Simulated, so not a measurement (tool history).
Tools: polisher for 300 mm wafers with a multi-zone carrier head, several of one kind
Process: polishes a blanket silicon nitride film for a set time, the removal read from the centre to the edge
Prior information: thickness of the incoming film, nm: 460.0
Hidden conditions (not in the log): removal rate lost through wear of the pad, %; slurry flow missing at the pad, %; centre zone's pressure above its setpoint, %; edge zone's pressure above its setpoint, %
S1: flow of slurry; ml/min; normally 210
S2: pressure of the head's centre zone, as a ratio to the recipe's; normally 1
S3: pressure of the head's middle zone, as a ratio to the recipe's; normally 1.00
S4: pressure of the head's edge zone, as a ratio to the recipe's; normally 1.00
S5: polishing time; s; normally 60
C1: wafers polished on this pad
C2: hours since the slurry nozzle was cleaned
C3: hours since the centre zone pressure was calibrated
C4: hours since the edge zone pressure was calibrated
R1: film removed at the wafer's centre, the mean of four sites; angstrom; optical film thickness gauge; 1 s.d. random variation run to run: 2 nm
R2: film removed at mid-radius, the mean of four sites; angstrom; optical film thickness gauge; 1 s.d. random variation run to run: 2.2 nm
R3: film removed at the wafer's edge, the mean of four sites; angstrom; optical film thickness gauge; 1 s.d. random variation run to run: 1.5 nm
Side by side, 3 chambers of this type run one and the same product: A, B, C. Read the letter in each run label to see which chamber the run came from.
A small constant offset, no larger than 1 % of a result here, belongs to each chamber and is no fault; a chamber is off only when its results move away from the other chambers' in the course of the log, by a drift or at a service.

{"hour": 3.5, "done": "chamber A: worn pad replaced by a new one"}
{"run": "1A", "hour": 7.3, "S1": 210, "S2": 1, "S3": 1.0, "S4": 1.0, "S5": 60, "C1": 20, "C2": 230.2, "C3": 419.2, "C4": 663.7, "R1": 1681.1, "R2": 1689.6, "R3": 1660.3}
{"run": "2B", "hour": 19.7, "S1": 210, "S2": 1, "S3": 1.0, "S4": 1.0, "S5": 60, "C1": 884, "C2": 376.1, "C3": 133.7, "C4": 167.9, "R1": 1641.4, "R2": 1668.6, "R3": 1658.0}
{"run": "3C", "hour": 33.2, "S1": 210, "S2": 1, "S3": 1.0, "S4": 1.0, "S5": 60, "C1": 331, "C2": 98.6, "C3": 80.2, "C4": 580.5, "R1": 1668.0, "R2": 1631.0, "R3": 1628.3}
{"run": "4C", "hour": 45.3, "S1": 210, "S2": 1, "S3": 1.0, "S4": 1.0, "S5": 60, "C1": 396, "C2": 110.7, "C3": 92.3, "C4": 592.6, "R1": 1657.4, "R2": 1653.3, "R3": 1652.7}
{"run": "5A", "hour": 57.0, "S1": 210, "S2": 1, "S3": 1.0, "S4": 1.0, "S5": 60, "C1": 286, "C2": 279.9, "C3": 468.9, "C4": 713.4, "R1": 1661.6, "R2": 1668.7, "R3": 1685.8}
{"run": "6B", "hour": 68.2, "S1": 155, "S2": 1, "S3": 1.09, "S4": 1.0, "S5": 60, "C1": 1144, "C2": 424.6, "C3": 182.2, "C4": 216.4, "R1": 1566.5, "R2": 1665.5, "R3": 1582.5}
{"hour": 76.1, "done": "chamber B: worn pad replaced by a new one"}
{"run": "7C", "hour": 76.2, "S1": 155, "S2": 1, "S3": 1.09, "S4": 1.0, "S5": 60, "C1": 561, "C2": 141.6, "C3": 123.2, "C4": 623.5, "R1": 1572.0, "R2": 1730.7, "R3": 1605.3}
{"hour": 82.0, "done": "chamber C: worn pad replaced by a new one"}
{"run": "8B", "hour": 85.6, "S1": 155, "S2": 1, "S3": 1.09, "S4": 1.0, "S5": 60, "C1": 51, "C2": 442.0, "C3": 199.6, "C4": 233.8, "R1": 1570.1, "R2": 1731.0, "R3": 1628.6}
{"run": "9A", "hour": 96.2, "S1": 210, "S2": 1, "S3": 1.0, "S4": 1.0, "S5": 60, "C1": 496, "C2": 319.1, "C3": 508.1, "C4": 752.6, "R1": 1691.1, "R2": 1679.6, "R3": 1655.8}
{"run": "10C", "hour": 110.2, "S1": 210, "S2": 1, "S3": 1.0, "S4": 1.11, "S5": 60, "C1": 151, "C2": 175.6, "C3": 157.2, "C4": 657.5, "R1": 1642.8, "R2": 1677.6, "R3": 1758.0}
{"run": "11B", "hour": 120.4, "S1": 210, "S2": 1, "S3": 1.0, "S4": 1.11, "S5": 60, "C1": 237, "C2": 476.8, "C3": 234.4, "C4": 268.6, "R1": 1641.4, "R2": 1719.8, "R3": 1794.1}
{"hour": 123.4, "done": "chamber A: slurry nozzle cleaned"}
{"run": "12A", "hour": 129.2, "S1": 210, "S2": 1, "S3": 1.0, "S4": 1.11, "S5": 60, "C1": 673, "C2": 5.8, "C3": 541.1, "C4": 785.6, "R1": 1692.6, "R2": 1709.9, "R3": 1742.6}
{"run": "13A", "hour": 143.7, "S1": 210, "S2": 1, "S3": 1.0, "S4": 1.0, "S5": 60, "C1": 750, "C2": 20.3, "C3": 555.6, "C4": 800.1, "R1": 1715.6, "R2": 1662.4, "R3": 1688.1}
{"run": "14B", "hour": 158.2, "S1": 210, "S2": 1, "S3": 1.0, "S4": 1.0, "S5": 80, "C1": 440, "C2": 514.6, "C3": 272.2, "C4": 306.4, "R1": 2216.1, "R2": 2192.7, "R3": 2221.8}
{"run": "15C", "hour": 171.1, "S1": 210, "S2": 1, "S3": 1.0, "S4": 1.0, "S5": 80, "C1": 477, "C2": 236.5, "C3": 218.1, "C4": 718.4, "R1": 2169.5, "R2": 2217.4, "R3": 2182.0}
{"hour": 174.5, "done": "chamber C: worn pad replaced by a new one"}
{"run": "16C", "hour": 179.2, "S1": 210, "S2": 1, "S3": 1.0, "S4": 1.0, "S5": 80, "C1": 25, "C2": 244.6, "C3": 226.2, "C4": 726.5, "R1": 2221.2, "R2": 2215.4, "R3": 2243.6}
{"run": "17B", "hour": 190.3, "S1": 210, "S2": 1, "S3": 1.0, "S4": 1.0, "S5": 60, "C1": 612, "C2": 546.7, "C3": 304.3, "C4": 338.5, "R1": 1630.4, "R2": 1717.3, "R3": 1661.2}
{"run": "18A", "hour": 197.5, "S1": 210, "S2": 1, "S3": 1.0, "S4": 1.0, "S5": 60, "C1": 1038, "C2": 74.1, "C3": 609.4, "C4": 853.9, "R1": 1755.8, "R2": 1693.8, "R3": 1645.8}
{"run": "19C", "hour": 210.3, "S1": 210, "S2": 1, "S3": 1.0, "S4": 1.0, "S5": 60, "C1": 192, "C2": 275.7, "C3": 257.3, "C4": 757.6, "R1": 1672.6, "R2": 1680.6, "R3": 1664.1}
{"run": "20B", "hour": 220.2, "S1": 210, "S2": 1, "S3": 1.0, "S4": 1.0, "S5": 60, "C1": 772, "C2": 576.6, "C3": 334.2, "C4": 368.4, "R1": 1624.0, "R2": 1625.7, "R3": 1670.6}
{"run": "21A", "hour": 226.6, "S1": 155, "S2": 1, "S3": 1.0, "S4": 1.0, "S5": 60, "C1": 1194, "C2": 103.2, "C3": 638.5, "C4": 883.0, "R1": 1655.3, "R2": 1573.4, "R3": 1598.4}
{"run": "22A", "hour": 238.9, "S1": 155, "S2": 1, "S3": 1.0, "S4": 1.0, "S5": 60, "C1": 1260, "C2": 115.5, "C3": 650.8, "C4": 895.3, "R1": 1635.6, "R2": 1607.9, "R3": 1599.6}
{"hour": 248.5, "done": "chamber A: worn pad replaced by a new one"}
{"run": "23B", "hour": 252.5, "S1": 155, "S2": 1, "S3": 1.0, "S4": 1.0, "S5": 60, "C1": 945, "C2": 608.9, "C3": 366.5, "C4": 400.7, "R1": 1552.3, "R2": 1574.1, "R3": 1598.3}
{"run": "24C", "hour": 267.1, "S1": 210, "S2": 1, "S3": 1.0, "S4": 1.0, "S5": 60, "C1": 496, "C2": 332.5, "C3": 314.1, "C4": 814.4, "R1": 1660.0, "R2": 1661.2, "R3": 1679.0}
{"run": "25C", "hour": 278.3, "S1": 210, "S2": 1, "S3": 1.0, "S4": 1.0, "S5": 60, "C1": 556, "C2": 343.7, "C3": 325.3, "C4": 825.6, "R1": 1668.3, "R2": 1665.3, "R3": 1646.4}
{"hour": 283.8, "done": "chamber C: worn pad replaced by a new one"}
{"run": "26A", "hour": 284.7, "S1": 210, "S2": 1, "S3": 1.0, "S4": 1.0, "S5": 60, "C1": 194, "C2": 161.3, "C3": 696.6, "C4": 941.1, "R1": 1724.7, "R2": 1667.2, "R3": 1661.6}
{"run": "27B", "hour": 292.0, "S1": 210, "S2": 1, "S3": 1.0, "S4": 1.0, "S5": 60, "C1": 1156, "C2": 648.4, "C3": 406.0, "C4": 440.2, "R1": 1654.2, "R2": 1656.3, "R3": 1674.9}
{"run": "28B", "hour": 304.0, "S1": 210, "S2": 1, "S3": 1.0, "S4": 1.0, "S5": 60, "C1": 1220, "C2": 660.4, "C3": 418.0, "C4": 452.2, "R1": 1685.6, "R2": 1607.8, "R3": 1647.1}
{"hour": 305.7, "done": "chamber A: edge zone pressure recalibrated"}
{"run": "29A", "hour": 312.1, "S1": 210, "S2": 1, "S3": 1.0, "S4": 1.0, "S5": 60, "C1": 340, "C2": 188.7, "C3": 724.0, "C4": 6.4, "R1": 1780.9, "R2": 1650.8, "R3": 1687.0}
{"run": "30C", "hour": 319.8, "S1": 210, "S2": 1, "S3": 1.0, "S4": 1.0, "S5": 60, "C1": 193, "C2": 385.2, "C3": 366.8, "C4": 867.1, "R1": 1674.8, "R2": 1619.2, "R3": 1632.5}
{"run": "31B", "hour": 332.7, "S1": 210, "S2": 1, "S3": 1.0, "S4": 1.0, "S5": 60, "C1": 1374, "C2": 689.1, "C3": 446.7, "C4": 480.9, "R1": 1666.6, "R2": 1630.4, "R3": 1666.8}
{"run": "32A", "hour": 340.7, "S1": 210, "S2": 1, "S3": 1.0, "S4": 1.0, "S5": 60, "C1": 494, "C2": 217.3, "C3": 752.6, "C4": 35.0, "R1": 1787.0, "R2": 1698.8, "R3": 1664.6}
{"run": "33C", "hour": 347.7, "S1": 210, "S2": 1, "S3": 1.0, "S4": 1.0, "S5": 60, "C1": 342, "C2": 413.1, "C3": 394.7, "C4": 895.0, "R1": 1621.6, "R2": 1680.1, "R3": 1659.8}
{"hour": 355.6, "done": "chamber B: worn pad replaced by a new one"}
{"run": "34B", "hour": 359.4, "S1": 210, "S2": 1, "S3": 1.0, "S4": 1.0, "S5": 60, "C1": 20, "C2": 715.8, "C3": 473.4, "C4": 507.6, "R1": 1663.9, "R2": 1649.0, "R3": 1670.3}
{"run": "35C", "hour": 369.1, "S1": 210, "S2": 1, "S3": 1.0, "S4": 1.0, "S5": 60, "C1": 457, "C2": 434.5, "C3": 416.1, "C4": 916.4, "R1": 1647.4, "R2": 1654.7, "R3": 1667.2}
{"hour": 381.7, "done": "chamber C: worn pad replaced by a new one"}
{"run": "36A", "hour": 382.0, "S1": 210, "S2": 1, "S3": 1.0, "S4": 1.0, "S5": 60, "C1": 715, "C2": 258.6, "C3": 793.9, "C4": 76.3, "R1": 1794.2, "R2": 1691.6, "R3": 1647.4}
{"hour": 391.2, "done": "chamber C: slurry nozzle cleaned"}
{"run": "37B", "hour": 392.2, "S1": 210, "S2": 1, "S3": 1.0, "S4": 1.0, "S5": 60, "C1": 196, "C2": 748.6, "C3": 506.2, "C4": 540.4, "R1": 1679.6, "R2": 1645.9, "R3": 1687.3}
{"run": "38A", "hour": 399.9, "S1": 210, "S2": 1, "S3": 1.0, "S4": 1.0, "S5": 60, "C1": 811, "C2": 276.5, "C3": 811.8, "C4": 94.2, "R1": 1755.3, "R2": 1640.0, "R3": 1694.5}
{"run": "39C", "hour": 406.6, "S1": 210, "S2": 1, "S3": 1.0, "S4": 1.0, "S5": 60, "C1": 133, "C2": 15.4, "C3": 453.6, "C4": 953.9, "R1": 1637.8, "R2": 1662.8, "R3": 1643.9}
{"run": "40C", "hour": 413.3, "S1": 210, "S2": 1, "S3": 1.0, "S4": 1.0, "S5": 60, "C1": 169, "C2": 22.1, "C3": 460.3, "C4": 960.6, "R1": 1695.4, "R2": 1656.5, "R3": 1661.9}
{"run": "41B", "hour": 424.7, "S1": 260, "S2": 1, "S3": 1.0, "S4": 1.0, "S5": 50, "C1": 370, "C2": 781.1, "C3": 538.7, "C4": 572.9, "R1": 1438.7, "R2": 1407.8, "R3": 1396.8}
{"run": "42A", "hour": 437.7, "S1": 260, "S2": 1, "S3": 1.0, "S4": 1.0, "S5": 50, "C1": 1013, "C2": 314.3, "C3": 849.6, "C4": 132.0, "R1": 1531.8, "R2": 1439.7, "R3": 1442.6}
{"run": "43A", "hour": 448.0, "S1": 260, "S2": 1, "S3": 1.0, "S4": 1.0, "S5": 50, "C1": 1068, "C2": 324.6, "C3": 859.9, "C4": 142.3, "R1": 1531.1, "R2": 1428.2, "R3": 1435.0}

Read the log: is a single chamber off, either drifting away or since a service, is the gauge that measures every chamber drifting, or is nothing wrong beyond small per-chamber offsets? Name any odd chamber and what most likely caused it.

Chamber A drifts away from the others.
Likeliest cause: centre zone's pressure above its setpoint, % = 7.5.

Chamber A could run next with any of the 4 candidate recipes listed below; each alters the usual settings, and their results appear as question marks. Which one brings its results back in line with what the other chambers deliver on the usual settings?
Maximum distance from the other chambers' mean on the usual settings for a result to count as in line: R1 71.0 angstrom; R2 76.0 angstrom; R3 54.0 angstrom
{"run": "44A-1", "hour": 458.4, "S1": 205, "S2": 0.94, "S3": 1.01, "S4": 1.02, "S5": 59, "R1": "?", "R2": "?", "R3": "?"}
{"run": "44A-2", "hour": 458.4, "S1": 215, "S2": 1.06, "S3": 0.99, "S4": 0.98, "S5": 61, "R1": "?", "R2": "?", "R3": "?"}
{"run": "44A-3", "hour": 458.4, "S1": 200, "S2": 0.89, "S3": 1.01, "S4": 1.04, "S5": 59, "R1": "?", "R2": "?", "R3": "?"}
{"run": "44A-4", "hour": 458.4, "S1": 220, "S2": 1.12, "S3": 0.98, "S4": 0.96, "S5": 62, "R1": "?", "R2": "?", "R3": "?"}

What the other chambers average on the usual settings: R1 1656.8 angstrom; R2 1661.4 angstrom; R3 1657.7 angstrom
run=44A-1 R1=1641.8 R2=1645.0 R3=1644.4
run=44A-2 R1=1952.5 R2=1680.3 R3=1673.1
run=44A-3 R1=1538.5 R2=1639.5 R3=1657.3
run=44A-4 R1=2115.0 R2=1697.0 R3=1686.3
The answer is 44A-1, which returns the chamber to within the allowed miss of the others.

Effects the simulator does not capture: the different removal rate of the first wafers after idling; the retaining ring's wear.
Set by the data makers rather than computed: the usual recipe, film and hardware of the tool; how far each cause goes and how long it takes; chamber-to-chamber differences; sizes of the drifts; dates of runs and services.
